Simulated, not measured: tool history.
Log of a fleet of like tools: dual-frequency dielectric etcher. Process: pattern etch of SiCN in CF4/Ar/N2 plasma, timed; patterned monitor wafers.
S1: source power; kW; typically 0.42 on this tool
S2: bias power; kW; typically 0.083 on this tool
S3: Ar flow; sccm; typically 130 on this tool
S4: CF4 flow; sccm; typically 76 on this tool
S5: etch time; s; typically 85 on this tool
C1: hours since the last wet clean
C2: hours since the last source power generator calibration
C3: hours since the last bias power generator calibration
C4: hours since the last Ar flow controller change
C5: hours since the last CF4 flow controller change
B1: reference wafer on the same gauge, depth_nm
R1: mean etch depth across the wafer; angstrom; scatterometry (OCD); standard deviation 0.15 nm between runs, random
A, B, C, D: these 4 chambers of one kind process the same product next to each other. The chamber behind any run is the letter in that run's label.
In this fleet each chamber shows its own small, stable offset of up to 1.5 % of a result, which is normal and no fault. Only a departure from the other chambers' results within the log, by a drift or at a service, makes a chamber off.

run 1C hour=4 | S1=0.42 S2=0.083 S3=130 S4=76 S5=85 | C1=19.5 C2=243.2 C3=2020 C4=800.9 C5=370.3 | B1=57.378 | R1=713.05
run 2B hour=7.4 | S1=0.42 S2=0.083 S3=130 S4=76 S5=85 | C1=315.2 C2=330.4 C3=1988.2 C4=1891.5 C5=2641.1 | B1=57.414 | R1=707.82
run 3D hour=10.9 | S1=0.42 S2=0.083 S3=130 S4=76 S5=85 | C1=442.2 C2=2855.4 C3=1917.6 C4=2747.1 C5=1017.5 | B1=57.44 | R1=712.5
run 4A hour=15.4 | S1=0.42 S2=0.083 S3=130 S4=76 S5=85 | C1=247.6 C2=1241 C3=1724.6 C4=940 C5=893.7 | B1=57.406 | R1=705.64
run 5C hour=21.2 | S1=0.42 S2=0.083 S3=130 S4=76 S5=85 | C1=36.7 C2=260.4 C3=2037.2 C4=818.1 C5=387.5 | B1=57.435 | R1=712.88
run 6D hour=26 | S1=0.42 S2=0.083 S3=130 S4=76 S5=85 | C1=457.3 C2=2870.5 C3=1932.7 C4=2762.2 C5=1032.6 | B1=57.409 | R1=713.31
run 7B hour=30 | S1=0.42 S2=0.083 S3=130 S4=76 S5=85 | C1=337.8 C2=353 C3=2010.8 C4=1914.1 C5=2663.7 | B1=57.409 | R1=709.79
run 8A hour=33.2 | S1=0.42 S2=0.083 S3=130 S4=76 S5=85 | C1=265.4 C2=1258.8 C3=1742.4 C4=957.8 C5=911.5 | B1=57.383 | R1=706.01
run 9C hour=38.4 | S1=0.42 S2=0.083 S3=130 S4=76 S5=85 | C1=53.9 C2=277.6 C3=2054.4 C4=835.3 C5=404.7 | B1=57.394 | R1=714.03
run 10A hour=44.9 | S1=0.42 S2=0.083 S3=153 S4=76 S5=85 | C1=277.1 C2=1270.5 C3=1754.1 C4=969.5 C5=923.2 | B1=57.389 | R1=690.84
run 11D hour=48.4 | S1=0.42 S2=0.083 S3=153 S4=76 S5=85 | C1=479.7 C2=2892.9 C3=1955.1 C4=2784.6 C5=1055 | B1=57.407 | R1=695.01
run 12B hour=53.2 | S1=0.42 S2=0.083 S3=153 S4=76 S5=85 | C1=361 C2=376.2 C3=2034 C4=1937.3 C5=2686.9 | B1=57.374 | R1=698.26
run 13D hour=59.9 | S1=0.42 S2=0.083 S3=153 S4=76 S5=85 | C1=491.2 C2=2904.4 C3=1966.6 C4=2796.1 C5=1066.5 | B1=57.391 | R1=695.5
run 14A hour=65.6 | S1=0.48 S2=0.083 S3=130 S4=93 S5=85 | C1=297.8 C2=1291.2 C3=1774.8 C4=990.2 C5=943.9 | B1=57.397 | R1=819.83
-- hour=66.4 chamber D: bias power generator calibrated
run 15C hour=68.6 | S1=0.48 S2=0.083 S3=130 S4=93 S5=85 | C1=84.1 C2=307.8 C3=2084.6 C4=865.5 C5=434.9 | B1=57.389 | R1=822.87
run 16B hour=72.8 | S1=0.48 S2=0.083 S3=130 S4=93 S5=85 | C1=380.6 C2=395.8 C3=2053.6 C4=1956.9 C5=2706.5 | B1=57.418 | R1=834.3
run 17D hour=78 | S1=0.48 S2=0.083 S3=130 S4=93 S5=85 | C1=509.3 C2=2922.5 C3=11.6 C4=2814.2 C5=1084.6 | B1=57.392 | R1=826.29
run 18B hour=84.3 | S1=0.42 S2=0.083 S3=130 S4=76 S5=85 | C1=392.1 C2=407.3 C3=2065.1 C4=1968.4 C5=2718 | B1=57.385 | R1=716.77
run 19A hour=89.8 | S1=0.42 S2=0.083 S3=130 S4=76 S5=85 | C1=322 C2=1315.4 C3=1799 C4=1014.4 C5=968.1 | B1=57.37 | R1=705.05
run 20C hour=94.1 | S1=0.42 S2=0.083 S3=130 S4=76 S5=85 | C1=109.6 C2=333.3 C3=2110.1 C4=891 C5=460.4 | B1=57.411 | R1=711.13
run 21A hour=97.5 | S1=0.42 S2=0.083 S3=130 S4=76 S5=85 | C1=329.7 C2=1323.1 C3=1806.7 C4=1022.1 C5=975.8 | B1=57.417 | R1=705.23
run 22D hour=102.8 | S1=0.42 S2=0.083 S3=130 S4=76 S5=85 | C1=534.1 C2=2947.3 C3=36.4 C4=2839 C5=1109.4 | B1=57.373 | R1=711.05
run 23C hour=108.4 | S1=0.46 S2=0.083 S3=143 S4=76 S5=85 | C1=123.9 C2=347.6 C3=2124.4 C4=905.3 C5=474.7 | B1=57.402 | R1=759.43
run 24B hour=112.7 | S1=0.46 S2=0.083 S3=143 S4=76 S5=85 | C1=420.5 C2=435.7 C3=2093.5 C4=1996.8 C5=2746.4 | B1=57.406 | R1=771.13
run 25C hour=116.9 | S1=0.46 S2=0.083 S3=143 S4=76 S5=85 | C1=132.4 C2=356.1 C3=2132.9 C4=913.8 C5=483.2 | B1=57.419 | R1=761.43
-- hour=117.5 chamber D: wet clean of the chamber
run 26A hour=120.1 | S1=0.46 S2=0.083 S3=143 S4=76 S5=85 | C1=352.3 C2=1345.7 C3=1829.3 C4=1044.7 C5=998.4 | B1=57.383 | R1=753.98
run 27D hour=124.7 | S1=0.42 S2=0.083 S3=130 S4=76 S5=85 | C1=7.3 C2=2969.2 C3=58.3 C4=2860.9 C5=1131.3 | B1=57.389 | R1=715.23
run 28B hour=131.1 | S1=0.42 S2=0.083 S3=130 S4=76 S5=85 | C1=438.9 C2=454.1 C3=2111.9 C4=2015.2 C5=2764.8 | B1=57.435 | R1=725.6
run 29D hour=136 | S1=0.42 S2=0.083 S3=130 S4=76 S5=85 | C1=18.6 C2=2980.5 C3=69.6 C4=2872.2 C5=1142.6 | B1=57.398 | R1=712.55

Is one chamber off against the others, does the gauge drift, or is nothing wrong? If a chamber is off, say which, and what the likeliest cause is.

It is chamber B that slowly wanders off from its peers.
Cause: etch rate over this chamber's usual, % = 2.76.
The log may not separate it from: source power that arrives over what is set, %.

Below are 4 candidate recipes for chamber B's next run, each the usual settings with a change, their results shown as question marks. Which of them brings B's results back in line with what the other chambers give on the usual settings?
A result is in line if it is within this distance of the other chambers' mean on the usual settings: R1 5.7 angstrom
run 30B-1 hour=140.8 | S1=0.42 S2=0.083 S3=130 S4=76 S5=87 | R1=?
run 30B-2 hour=140.8 | S1=0.4 S2=0.083 S3=130 S4=76 S5=85 | R1=?
run 30B-3 hour=140.8 | S1=0.42 S2=0.078 S3=130 S4=76 S5=85 | R1=?
run 30B-4 hour=140.8 | S1=0.42 S2=0.084 S3=130 S4=76 S5=88 | R1=?

Usual-settings mean across the other chambers: R1 711.39 angstrom
run=30B-1 R1=746.4
run=30B-2 R1=699.25
run=30B-3 R1=712.78
run=30B-4 R1=758.33
The right change is 30B-3: it brings the chamber back within the allowed miss of the others.

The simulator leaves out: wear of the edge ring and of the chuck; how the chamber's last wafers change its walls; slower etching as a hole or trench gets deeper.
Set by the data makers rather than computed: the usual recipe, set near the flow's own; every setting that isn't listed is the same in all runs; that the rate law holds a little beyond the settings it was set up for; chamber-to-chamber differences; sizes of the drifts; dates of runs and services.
